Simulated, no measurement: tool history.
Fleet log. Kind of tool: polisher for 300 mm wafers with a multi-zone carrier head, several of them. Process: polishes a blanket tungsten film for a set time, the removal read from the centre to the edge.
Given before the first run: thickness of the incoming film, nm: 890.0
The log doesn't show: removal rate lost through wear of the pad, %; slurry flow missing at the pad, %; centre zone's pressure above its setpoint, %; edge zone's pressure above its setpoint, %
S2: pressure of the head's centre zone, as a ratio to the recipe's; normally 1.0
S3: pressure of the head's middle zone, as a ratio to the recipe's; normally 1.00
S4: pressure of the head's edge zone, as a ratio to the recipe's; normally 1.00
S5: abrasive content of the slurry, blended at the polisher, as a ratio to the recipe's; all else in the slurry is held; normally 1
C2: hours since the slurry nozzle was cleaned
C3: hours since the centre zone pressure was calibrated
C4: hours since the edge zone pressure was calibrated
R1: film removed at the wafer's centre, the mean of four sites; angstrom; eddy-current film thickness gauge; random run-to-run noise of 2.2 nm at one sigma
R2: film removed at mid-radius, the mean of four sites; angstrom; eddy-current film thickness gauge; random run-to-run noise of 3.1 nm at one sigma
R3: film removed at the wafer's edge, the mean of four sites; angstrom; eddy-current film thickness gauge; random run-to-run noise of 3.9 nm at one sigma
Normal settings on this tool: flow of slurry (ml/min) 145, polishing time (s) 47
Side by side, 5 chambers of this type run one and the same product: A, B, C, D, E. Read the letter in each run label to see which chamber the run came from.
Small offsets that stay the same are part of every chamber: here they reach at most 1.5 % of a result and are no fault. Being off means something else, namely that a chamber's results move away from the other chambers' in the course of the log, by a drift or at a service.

Run 1B, hour 3.3: usual settings; wafers polished on this pad 1331; C2 398.3; C3 280.3; C4 85.0. Result: R1 2624.6 angstrom, R2 2577.6 angstrom, R3 2579.7 angstrom.
Run 2D, hour 7.0: usual settings; wafers polished on this pad 1376; C2 516.4; C3 456.5; C4 401.3. Result: R1 2617.5 angstrom, R2 2632.4 angstrom, R3 2549.1 angstrom.
At hour 7.5: chamber D: worn pad replaced by a new one.
Run 3C, hour 10.9: usual settings; wafers polished on this pad 242; C2 146.2; C3 498.5; C4 842.8. Result: R1 2608.9 angstrom, R2 2606.6 angstrom, R3 2587.7 angstrom.
Run 4E, hour 15.8: usual settings; wafers polished on this pad 590; C2 271.6; C3 746.9; C4 57.8. Result: R1 2608.9 angstrom, R2 2599.0 angstrom, R3 2579.1 angstrom.
Run 5A, hour 20.7: usual settings; wafers polished on this pad 1052; C2 186.9; C3 1190.3; C4 124.8. Result: R1 2564.4 angstrom, R2 2608.2 angstrom, R3 2648.9 angstrom.
At hour 21.7: chamber C: centre zone pressure recalibrated.
Run 6B, hour 25.1: usual settings; wafers polished on this pad 1548; C2 420.1; C3 302.1; C4 106.8. Result: R1 2595.8 angstrom, R2 2563.8 angstrom, R3 2618.4 angstrom.
At hour 27.7: chamber B: worn pad replaced by a new one.
Run 7C, hour 29.9: usual settings but S2 0.9, polishing time (s) 35; wafers polished on this pad 431; C2 165.2; C3 8.2; C4 861.8. Result: R1 1742.1 angstrom, R2 1966.6 angstrom, R3 1973.7 angstrom.
Run 8E, hour 34.3: usual settings but S2 0.9, polishing time (s) 35; wafers polished on this pad 774; C2 290.1; C3 765.4; C4 76.3. Result: R1 1728.2 angstrom, R2 1940.7 angstrom, R3 1937.7 angstrom.
Run 9A, hour 38.5: usual settings but S2 0.9, polishing time (s) 35; wafers polished on this pad 1229; C2 204.7; C3 1208.1; C4 142.6. Result: R1 1729.5 angstrom, R2 1971.2 angstrom, R3 1960.2 angstrom.
Run 10D, hour 44.2: usual settings but S2 0.9, polishing time (s) 35; wafers polished on this pad 366; C2 553.6; C3 493.7; C4 438.5. Result: R1 1746.3 angstrom, R2 1929.7 angstrom, R3 1917.3 angstrom.
Run 11D, hour 48.8: usual settings but S2 0.9, polishing time (s) 35; wafers polished on this pad 412; C2 558.2; C3 498.3; C4 443.1. Result: R1 1759.8 angstrom, R2 1905.9 angstrom, R3 1922.5 angstrom.
Run 12C, hour 54.5: usual settings; wafers polished on this pad 677; C2 189.8; C3 32.8; C4 886.4. Result: R1 2655.8 angstrom, R2 2595.7 angstrom, R3 2594.5 angstrom.
At hour 56.1: chamber A: worn pad replaced by a new one.
Run 13A, hour 57.6: usual settings but S3 1.08, S4 1.08; wafers polished on this pad 15; C2 223.8; C3 1227.2; C4 161.7. Result: R1 2603.4 angstrom, R2 2907.4 angstrom, R3 2717.3 angstrom.
Run 14B, hour 63.0: usual settings but S3 1.08, S4 1.08; wafers polished on this pad 352; C2 458.0; C3 340.0; C4 144.7. Result: R1 2619.5 angstrom, R2 2742.0 angstrom, R3 2693.4 angstrom.
At hour 63.4: chamber D: centre zone pressure recalibrated.
Run 15E, hour 67.3: usual settings but S3 1.08, S4 1.08; wafers polished on this pad 1103; C2 323.1; C3 798.4; C4 109.3. Result: R1 2598.9 angstrom, R2 2854.3 angstrom, R3 2705.8 angstrom.
Run 16D, hour 71.6: usual settings but S3 1.08, S4 1.08; wafers polished on this pad 639; C2 581.0; C3 8.2; C4 465.9. Result: R1 2627.4 angstrom, R2 2785.1 angstrom, R3 2721.8 angstrom.
Run 17A, hour 74.2: usual settings but S3 1.08, S4 1.08; wafers polished on this pad 181; C2 240.4; C3 1243.8; C4 178.3. Result: R1 2579.4 angstrom, R2 2856.5 angstrom, R3 2684.1 angstrom.
Run 18E, hour 77.8: usual settings; wafers polished on this pad 1208; C2 333.6; C3 808.9; C4 119.8. Result: R1 2598.5 angstrom, R2 2587.6 angstrom, R3 2674.6 angstrom.
Run 19C, hour 80.8: usual settings; wafers polished on this pad 939; C2 216.1; C3 59.1; C4 912.7. Result: R1 2641.4 angstrom, R2 2594.7 angstrom, R3 2563.4 angstrom.
At hour 84.9: chamber C: worn pad replaced by a new one.
Run 20B, hour 85.5: usual settings; wafers polished on this pad 576; C2 480.5; C3 362.5; C4 167.2. Result: R1 2646.4 angstrom, R2 2586.9 angstrom, R3 2515.5 angstrom.
At hour 88.7: chamber E: centre zone pressure recalibrated.
Run 21C, hour 88.9: usual settings; wafers polished on this pad 40; C2 224.2; C3 67.2; C4 920.8. Result: R1 2620.2 angstrom, R2 2608.9 angstrom, R3 2700.3 angstrom.
At hour 93.0: chamber E: worn pad replaced by a new one.
Run 22A, hour 93.7: usual settings; wafers polished on this pad 375; C2 259.9; C3 1263.3; C4 197.8. Result: R1 2623.3 angstrom, R2 2615.8 angstrom, R3 2671.8 angstrom.
Run 23E, hour 97.3: usual settings; wafers polished on this pad 43; C2 353.1; C3 8.6; C4 139.3. Result: R1 2771.1 angstrom, R2 2642.8 angstrom, R3 2622.7 angstrom.
Run 24D, hour 103.1: usual settings; wafers polished on this pad 953; C2 612.5; C3 39.7; C4 497.4. Result: R1 2613.6 angstrom, R2 2561.2 angstrom, R3 2580.8 angstrom.
Run 25B, hour 106.2: usual settings; wafers polished on this pad 783; C2 501.2; C3 383.2; C4 187.9. Result: R1 2596.2 angstrom, R2 2590.4 angstrom, R3 2618.1 angstrom.
Run 26D, hour 110.9: usual settings; wafers polished on this pad 1031; C2 620.3; C3 47.5; C4 505.2. Result: R1 2654.8 angstrom, R2 2551.1 angstrom, R3 2609.7 angstrom.
Run 27C, hour 116.3: usual settings; wafers polished on this pad 313; C2 251.6; C3 94.6; C4 948.2. Result: R1 2631.6 angstrom, R2 2634.9 angstrom, R3 2671.5 angstrom.
At hour 120.1: chamber D: worn pad replaced by a new one.
Run 28B, hour 121.5: usual settings; wafers polished on this pad 935; C2 516.5; C3 398.5; C4 203.2. Result: R1 2617.6 angstrom, R2 2610.8 angstrom, R3 2586.9 angstrom.
At hour 123.2: chamber D: edge zone pressure recalibrated.
Run 29E, hour 124.4: usual settings; wafers polished on this pad 313; C2 380.2; C3 35.7; C4 166.4. Result: R1 2795.0 angstrom, R2 2632.4 angstrom, R3 2660.8 angstrom.
Run 30A, hour 128.7: usual settings; wafers polished on this pad 724; C2 294.9; C3 1298.3; C4 232.8. Result: R1 2598.5 angstrom, R2 2585.6 angstrom, R3 2639.7 angstrom.
Run 31C, hour 134.5: usual settings but S4 0.89; wafers polished on this pad 495; C2 269.8; C3 112.8; C4 966.4. Result: R1 2642.9 angstrom, R2 2698.4 angstrom, R3 2515.8 angstrom.
Run 32D, hour 137.5: usual settings but S4 0.89; wafers polished on this pad 173; C2 646.9; C3 74.1; C4 14.4. Result: R1 2629.8 angstrom, R2 2632.3 angstrom, R3 2423.2 angstrom.
Run 33B, hour 142.4: usual settings but S4 0.89; wafers polished on this pad 1143; C2 537.4; C3 419.4; C4 224.1. Result: R1 2643.8 angstrom, R2 2596.8 angstrom, R3 2454.4 angstrom.

All 5 chambers run these settings next. Forecast each chamber's results:
Run 34A, hour 146.5: usual settings but S4 1.05. Result: R1 ?, R2 ?, R3 ?.
Run 34B, hour 146.5: usual settings but S4 1.05. Result: R1 ?, R2 ?, R3 ?.
Run 34C, hour 146.5: usual settings but S4 1.05. Result: R1 ?, R2 ?, R3 ?.
Run 34D, hour 146.5: usual settings but S4 1.05. Result: R1 ?, R2 ?, R3 ?.
Run 34E, hour 146.5: usual settings but S4 1.05. Result: R1 ?, R2 ?, R3 ?.

run      R1      R2      R3
34A  2632.2  2568.8  2651.3
34B  2579.8  2617.3  2631.3
34C  2649.9  2625.2  2707.1
34D  2669.4  2622.4  2694.5
34E  2816.9  2583.1  2703.3

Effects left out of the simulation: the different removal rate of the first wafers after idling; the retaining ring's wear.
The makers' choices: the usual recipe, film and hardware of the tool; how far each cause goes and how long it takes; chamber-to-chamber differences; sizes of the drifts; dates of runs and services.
